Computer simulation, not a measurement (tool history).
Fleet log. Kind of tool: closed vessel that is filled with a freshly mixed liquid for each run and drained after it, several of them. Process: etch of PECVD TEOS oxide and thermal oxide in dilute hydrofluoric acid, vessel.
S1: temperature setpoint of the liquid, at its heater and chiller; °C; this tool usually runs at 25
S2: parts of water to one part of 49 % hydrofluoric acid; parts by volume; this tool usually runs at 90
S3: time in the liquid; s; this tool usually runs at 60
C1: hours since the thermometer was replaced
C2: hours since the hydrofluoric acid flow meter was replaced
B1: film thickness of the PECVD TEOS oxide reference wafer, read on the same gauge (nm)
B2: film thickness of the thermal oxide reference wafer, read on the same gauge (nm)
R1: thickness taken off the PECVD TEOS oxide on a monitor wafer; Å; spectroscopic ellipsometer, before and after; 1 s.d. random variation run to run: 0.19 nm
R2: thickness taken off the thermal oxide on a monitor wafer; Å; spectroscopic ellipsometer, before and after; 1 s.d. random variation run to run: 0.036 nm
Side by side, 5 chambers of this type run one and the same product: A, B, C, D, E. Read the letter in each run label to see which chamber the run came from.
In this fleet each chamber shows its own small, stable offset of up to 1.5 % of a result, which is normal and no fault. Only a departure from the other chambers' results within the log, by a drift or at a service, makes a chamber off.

{"run": "1A", "hour": 5.4, "S1": 25, "S2": 90, "S3": 60, "C1": 1417.3, "C2": 802.7, "B1": 49.997, "B2": 110.01, "R1": 201.84, "R2": 31.86}
{"run": "2E", "hour": 12.9, "S1": 25, "S2": 90, "S3": 60, "C1": 202.3, "C2": 548.4, "B1": 50, "B2": 110, "R1": 197.3, "R2": 32.311}
{"run": "3D", "hour": 20.7, "S1": 25, "S2": 90, "S3": 60, "C1": 495.6, "C2": 883.5, "B1": 49.994, "B2": 109.99, "R1": 195.48, "R2": 31.922}
{"run": "4C", "hour": 28.6, "S1": 25, "S2": 90, "S3": 60, "C1": 1843.1, "C2": 448.6, "B1": 49.998, "B2": 110.01, "R1": 195.37, "R2": 31.773}
{"run": "5B", "hour": 34.2, "S1": 25, "S2": 90, "S3": 60, "C1": 2224.9, "C2": 225.2, "B1": 50.011, "B2": 110.02, "R1": 196.04, "R2": 33.026}
{"run": "6A", "hour": 38.4, "S1": 25, "S2": 90, "S3": 60, "C1": 1450.3, "C2": 835.7, "B1": 49.967, "B2": 109.95, "R1": 196.6, "R2": 31.79}
{"hour": 41.1, "done": "chamber A: thermometer replaced"}
{"run": "7D", "hour": 43.9, "S1": 25, "S2": 70, "S3": 60, "C1": 518.8, "C2": 906.7, "B1": 49.953, "B2": 110, "R1": 259.86, "R2": 43.708}
{"hour": 50.1, "done": "chamber B: thermometer replaced"}
{"run": "8C", "hour": 50.6, "S1": 25, "S2": 70, "S3": 60, "C1": 1865.1, "C2": 470.6, "B1": 49.997, "B2": 110, "R1": 254.79, "R2": 41.594}
{"run": "9E", "hour": 55.1, "S1": 25, "S2": 70, "S3": 60, "C1": 244.5, "C2": 590.6, "B1": 50.003, "B2": 109.98, "R1": 256.71, "R2": 43.935}
{"run": "10B", "hour": 60.8, "S1": 25, "S2": 70, "S3": 60, "C1": 10.8, "C2": 251.8, "B1": 50.003, "B2": 109.97, "R1": 258.36, "R2": 43.172}
{"run": "11C", "hour": 67.9, "S1": 25, "S2": 70, "S3": 60, "C1": 1882.4, "C2": 487.9, "B1": 49.997, "B2": 109.98, "R1": 250.85, "R2": 43.285}
{"run": "12B", "hour": 75.8, "S1": 25, "S2": 90, "S3": 60, "C1": 25.8, "C2": 266.8, "B1": 50.006, "B2": 109.99, "R1": 194.92, "R2": 32.877}
{"run": "13A", "hour": 80.0, "S1": 25, "S2": 90, "S3": 60, "C1": 38.9, "C2": 877.3, "B1": 50, "B2": 110.05, "R1": 196.77, "R2": 32.787}
{"run": "14E", "hour": 87.8, "S1": 25, "S2": 90, "S3": 75, "C1": 277.2, "C2": 623.3, "B1": 50.01, "B2": 109.97, "R1": 246.69, "R2": 40.827}
{"run": "15D", "hour": 94.4, "S1": 25, "S2": 90, "S3": 75, "C1": 569.3, "C2": 957.2, "B1": 50.021, "B2": 109.99, "R1": 241.37, "R2": 40.777}
{"run": "16B", "hour": 98.7, "S1": 25, "S2": 90, "S3": 75, "C1": 48.7, "C2": 289.7, "B1": 49.981, "B2": 110, "R1": 242.77, "R2": 40.252}
{"run": "17D", "hour": 105.1, "S1": 25, "S2": 90, "S3": 75, "C1": 580, "C2": 967.9, "B1": 50.006, "B2": 109.99, "R1": 242.94, "R2": 41.198}
{"run": "18E", "hour": 111.0, "S1": 25, "S2": 90, "S3": 75, "C1": 300.4, "C2": 646.5, "B1": 49.986, "B2": 110, "R1": 247.31, "R2": 40.72}
{"run": "19C", "hour": 116.5, "S1": 25, "S2": 90, "S3": 60, "C1": 1931, "C2": 536.5, "B1": 49.996, "B2": 110.03, "R1": 191.02, "R2": 33.072}
{"run": "20A", "hour": 122.6, "S1": 25, "S2": 90, "S3": 60, "C1": 81.5, "C2": 919.9, "B1": 50.02, "B2": 110.02, "R1": 198.2, "R2": 32.391}
{"run": "21E", "hour": 129.1, "S1": 25, "S2": 90, "S3": 60, "C1": 318.5, "C2": 664.6, "B1": 50.002, "B2": 110.02, "R1": 195.4, "R2": 32.415}
{"run": "22A", "hour": 133.0, "S1": 25, "S2": 90, "S3": 60, "C1": 91.9, "C2": 930.3, "B1": 50.01, "B2": 109.98, "R1": 194.16, "R2": 32.243}
{"run": "23B", "hour": 138.6, "S1": 25, "S2": 90, "S3": 60, "C1": 88.6, "C2": 329.6, "B1": 49.997, "B2": 110.02, "R1": 196.11, "R2": 32.117}
{"run": "24D", "hour": 143.3, "S1": 25, "S2": 70, "S3": 60, "C1": 618.2, "C2": 1006.1, "B1": 50.017, "B2": 110.06, "R1": 261.42, "R2": 43.776}
{"run": "25C", "hour": 147.4, "S1": 25, "S2": 70, "S3": 60, "C1": 1961.9, "C2": 567.4, "B1": 50.009, "B2": 110.03, "R1": 253.67, "R2": 42.58}
{"run": "26B", "hour": 154.9, "S1": 25, "S2": 70, "S3": 60, "C1": 104.9, "C2": 345.9, "B1": 50.03, "B2": 109.95, "R1": 255.08, "R2": 42.384}
{"run": "27C", "hour": 161.8, "S1": 25, "S2": 70, "S3": 60, "C1": 1976.3, "C2": 581.8, "B1": 49.987, "B2": 109.95, "R1": 254.92, "R2": 42.817}
{"hour": 167.7, "done": "chamber C: hydrofluoric acid flow meter replaced"}
{"run": "28A", "hour": 167.8, "S1": 25, "S2": 70, "S3": 60, "C1": 126.7, "C2": 965.1, "B1": 50.006, "B2": 110.03, "R1": 259.42, "R2": 42.703}
{"run": "29D", "hour": 171.8, "S1": 22, "S2": 55, "S3": 60, "C1": 646.7, "C2": 1034.6, "B1": 49.985, "B2": 110.02, "R1": 302.69, "R2": 50.352}
{"run": "30E", "hour": 178.9, "S1": 22, "S2": 55, "S3": 60, "C1": 368.3, "C2": 714.4, "B1": 49.989, "B2": 109.98, "R1": 291.99, "R2": 49.145}
{"run": "31C", "hour": 184.8, "S1": 22, "S2": 55, "S3": 60, "C1": 1999.3, "C2": 17.2, "B1": 50.032, "B2": 110.02, "R1": 284.56, "R2": 48.368}
{"run": "32D", "hour": 190.8, "S1": 22, "S2": 55, "S3": 60, "C1": 665.7, "C2": 1053.6, "B1": 50.014, "B2": 109.97, "R1": 298.79, "R2": 50.216}
{"run": "33A", "hour": 197.8, "S1": 22, "S2": 55, "S3": 60, "C1": 156.7, "C2": 995.1, "B1": 49.973, "B2": 110, "R1": 299.15, "R2": 49.739}
{"run": "34B", "hour": 204.2, "S1": 25, "S2": 90, "S3": 60, "C1": 154.2, "C2": 395.2, "B1": 49.997, "B2": 110.04, "R1": 191.67, "R2": 32.273}
{"run": "35E", "hour": 211.9, "S1": 21.5, "S2": 90, "S3": 60, "C1": 401.3, "C2": 747.4, "B1": 50.003, "B2": 109.98, "R1": 170.24, "R2": 28.009}
{"run": "36C", "hour": 219.2, "S1": 21.5, "S2": 90, "S3": 60, "C1": 2033.7, "C2": 51.6, "B1": 49.962, "B2": 110.01, "R1": 166.42, "R2": 27.619}
{"run": "37D", "hour": 223.3, "S1": 21.5, "S2": 90, "S3": 60, "C1": 698.2, "C2": 1086.1, "B1": 49.994, "B2": 109.97, "R1": 169.77, "R2": 28.502}
{"run": "38E", "hour": 230.2, "S1": 21.5, "S2": 90, "S3": 60, "C1": 419.6, "C2": 765.7, "B1": 50.004, "B2": 109.94, "R1": 169.66, "R2": 28.314}
{"run": "39B", "hour": 233.8, "S1": 21.5, "S2": 90, "S3": 60, "C1": 183.8, "C2": 424.8, "B1": 49.969, "B2": 109.97, "R1": 168.86, "R2": 28.001}
{"run": "40A", "hour": 240.7, "S1": 25, "S2": 90, "S3": 60, "C1": 199.6, "C2": 1038, "B1": 50.001, "B2": 110.02, "R1": 193.55, "R2": 32.436}

What goes on in this fleet: one chamber off, a drifting gauge, or nothing beyond the chambers' own small offsets? Name the chamber and the cause, if any.

No chamber is off and the gauge is stable; the differences are just each chamber's small, constant offset.
